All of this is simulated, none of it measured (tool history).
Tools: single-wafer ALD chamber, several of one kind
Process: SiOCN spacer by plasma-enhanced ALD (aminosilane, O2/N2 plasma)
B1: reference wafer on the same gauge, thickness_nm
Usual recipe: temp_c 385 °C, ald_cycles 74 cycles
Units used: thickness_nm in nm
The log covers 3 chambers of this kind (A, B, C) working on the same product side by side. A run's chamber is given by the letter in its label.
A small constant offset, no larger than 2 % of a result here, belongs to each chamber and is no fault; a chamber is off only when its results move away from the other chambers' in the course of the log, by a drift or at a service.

Run 1C, day 0.646: usual settings; B1 5.2724. Result: thickness_nm 4.5005 nm.
Run 2B, day 1.188: usual settings; B1 5.2737. Result: thickness_nm 4.5421 nm.
Run 3A, day 1.662: usual settings; B1 5.2728. Result: thickness_nm 4.4701 nm.
Run 4A, day 1.958: usual settings; B1 5.2718. Result: thickness_nm 4.4821 nm.
Run 5C, day 2.608: usual settings; B1 5.2718. Result: thickness_nm 4.4797 nm.
Run 6B, day 3.171: usual settings; B1 5.2742. Result: thickness_nm 4.5409 nm.
Run 7B, day 3.679: usual settings; B1 5.2747. Result: thickness_nm 4.5403 nm.
Run 8C, day 4.217: usual settings; B1 5.2758. Result: thickness_nm 4.4959 nm.
Run 9A, day 4.604: usual settings; B1 5.2758. Result: thickness_nm 4.4769 nm.
Run 10C, day 4.908: usual settings; B1 5.2760. Result: thickness_nm 4.5120 nm.
Run 11A, day 5.196: usual settings; B1 5.2779. Result: thickness_nm 4.4808 nm.
Run 12B, day 5.812: usual settings; B1 5.2761. Result: thickness_nm 4.5560 nm.
Run 13B, day 6.379: usual settings; B1 5.2775. Result: thickness_nm 4.5398 nm.
Run 14A, day 6.800: usual settings; B1 5.2795. Result: thickness_nm 4.4870 nm.
Run 15C, day 7.117: usual settings; B1 5.2802. Result: thickness_nm 4.5075 nm.
Run 16A, day 7.700: usual settings; B1 5.2796. Result: thickness_nm 4.4825 nm.
Run 17C, day 8.092: usual settings; B1 5.2835. Result: thickness_nm 4.5005 nm.
Run 18B, day 8.738: usual settings; B1 5.2846. Result: thickness_nm 4.5483 nm.
Run 19C, day 9.142: usual settings; B1 5.2818. Result: thickness_nm 4.4895 nm.
Run 20B, day 9.704: usual settings; B1 5.2866. Result: thickness_nm 4.5472 nm.
Run 21A, day 10.362: usual settings but temp_c 380 °C; B1 5.2857. Result: thickness_nm 4.4876 nm.
Run 22A, day 10.954: usual settings but temp_c 380 °C; B1 5.2863. Result: thickness_nm 4.5004 nm.
Run 23C, day 11.250: usual settings but temp_c 380 °C; B1 5.2884. Result: thickness_nm 4.5091 nm.
Run 24B, day 11.538: usual settings; B1 5.2885. Result: thickness_nm 4.5549 nm.
Run 25C, day 11.900: usual settings; B1 5.2892. Result: thickness_nm 4.5121 nm.
Run 26B, day 12.471: usual settings; B1 5.2872. Result: thickness_nm 4.5500 nm.
Run 27A, day 12.775: usual settings but temp_c 394 °C, ald_cycles 87 cycles; B1 5.2895. Result: thickness_nm 5.2829 nm.
Run 28B, day 13.425: usual settings but temp_c 394 °C, ald_cycles 87 cycles; B1 5.2902. Result: thickness_nm 5.3621 nm.
Run 29A, day 13.904: usual settings but temp_c 394 °C, ald_cycles 87 cycles; B1 5.2902. Result: thickness_nm 5.2818 nm.
Run 30C, day 14.471: usual settings; B1 5.2913. Result: thickness_nm 4.5148 nm.
Run 31A, day 14.975: usual settings; B1 5.2935. Result: thickness_nm 4.4909 nm.
Run 32B, day 15.546: usual settings; B1 5.2925. Result: thickness_nm 4.5571 nm.
Run 33C, day 16.062: usual settings but temp_c 379 °C, ald_cycles 88 cycles; B1 5.2953. Result: thickness_nm 5.3652 nm.
Run 34A, day 16.467: usual settings but temp_c 379 °C, ald_cycles 88 cycles; B1 5.2974. Result: thickness_nm 5.3508 nm.
Run 35B, day 17.054: usual settings but temp_c 379 °C, ald_cycles 88 cycles; B1 5.2960. Result: thickness_nm 5.4271 nm.
Run 36C, day 17.629: usual settings; B1 5.2970. Result: thickness_nm 4.5142 nm.
Run 37B, day 18.183: usual settings; B1 5.2998. Result: thickness_nm 4.5659 nm.
Run 38C, day 18.567: usual settings but ald_cycles 69 cycles; B1 5.2988. Result: thickness_nm 4.2236 nm.
Run 39A, day 18.929: usual settings but ald_cycles 69 cycles; B1 5.2978. Result: thickness_nm 4.1889 nm.
Run 40A, day 19.271: usual settings but ald_cycles 69 cycles; B1 5.2982. Result: thickness_nm 4.1911 nm.
Run 41B, day 19.642: usual settings; B1 5.2999. Result: thickness_nm 4.5601 nm.
Run 42C, day 20.221: usual settings; B1 5.2995. Result: thickness_nm 4.5191 nm.
Run 43C, day 20.738: usual settings; B1 5.3015. Result: thickness_nm 4.5184 nm.
Run 44B, day 21.312: usual settings; B1 5.3015. Result: thickness_nm 4.5668 nm.

Is one chamber off against the others, does the gauge drift, or is nothing wrong? If a chamber is off, say which, and what the likeliest cause is.

Every chamber seems to shift together because the gauge that measures them all drifts; the chambers themselves are fine.
What lies behind it: gauge reads high (%) = 0.636.
